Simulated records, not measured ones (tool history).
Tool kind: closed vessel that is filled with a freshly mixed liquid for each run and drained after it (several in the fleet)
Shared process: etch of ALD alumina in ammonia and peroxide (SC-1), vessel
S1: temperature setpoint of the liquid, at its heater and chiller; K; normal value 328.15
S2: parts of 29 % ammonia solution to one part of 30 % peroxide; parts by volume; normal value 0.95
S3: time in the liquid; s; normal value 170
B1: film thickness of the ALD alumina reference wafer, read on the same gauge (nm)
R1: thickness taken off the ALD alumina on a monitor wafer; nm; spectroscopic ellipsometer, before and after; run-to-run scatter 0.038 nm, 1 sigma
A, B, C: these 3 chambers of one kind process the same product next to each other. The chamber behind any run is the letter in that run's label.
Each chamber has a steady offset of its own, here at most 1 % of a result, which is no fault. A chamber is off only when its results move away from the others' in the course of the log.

run,hour,S1,S2,S3,B1,R1
1C,16.0,328.15,0.95,170,130.00,10.9050
2B,26.1,328.15,0.95,170,130.01,11.0250
3A,35.1,328.15,0.95,170,130.00,11.0280
4B,50.2,328.15,0.95,170,130.01,10.9930
5A,61.2,328.15,0.95,170,130.00,10.9640
6C,72.0,322.65,0.95,170,130.01,8.0984
7A,87.4,322.65,0.95,170,129.99,8.1237
8B,96.4,322.65,0.95,170,129.99,8.1846
9C,103.7,328.15,0.95,170,130.00,11.0100
10C,114.2,328.15,0.95,170,129.99,11.0800
11A,125.1,328.15,0.95,170,130.02,10.9520
# hour 135.3: chamber B: new drum of ammonia solution connected
12B,139.6,328.15,0.95,240,129.99,15.5570
13A,152.6,328.15,0.95,240,129.97,15.5360
14B,168.3,328.15,0.95,240,129.99,15.5140
15C,175.3,328.15,0.95,170,130.00,11.1910
16B,186.6,328.15,0.95,170,129.99,11.0140
# hour 193.8: chamber A: ammonia flow meter replaced
17A,202.0,328.15,0.95,170,129.99,10.9750
18C,214.7,328.15,0.95,170,130.01,11.2160
19A,225.2,328.15,0.95,170,130.00,11.0340
20C,232.4,328.15,0.95,170,130.00,11.3220

Is one chamber off against the others, does the gauge drift, or is nothing wrong? If a chamber is off, say which, and what the likeliest cause is.

Chamber C drifts away from the others.
What lies behind it: liquid hotter than its thermometer reads (K) = 0.621.

Which of the 4 candidates below, each the usual settings with something changed and its results left as question marks, puts chamber C back in line with what the other chambers give on the usual settings?
In line means no further than this from the other chambers' mean on the usual settings: R1 0.1300 nm
21C-1,243.9,329.15,0.95,170,,?
21C-2,243.9,327.15,0.95,170,,?
21C-3,243.9,327.65,0.95,170,,?
21C-4,243.9,328.15,0.95,175,,?

Average result of the remaining chambers running the usual settings: R1 10.9940 nm
run,R1
21C-1,11.9310
21C-2,10.7170
21C-3,11.0050
21C-4,11.6390
The right change is 21C-3: it brings the chamber back within the allowed miss of the others.
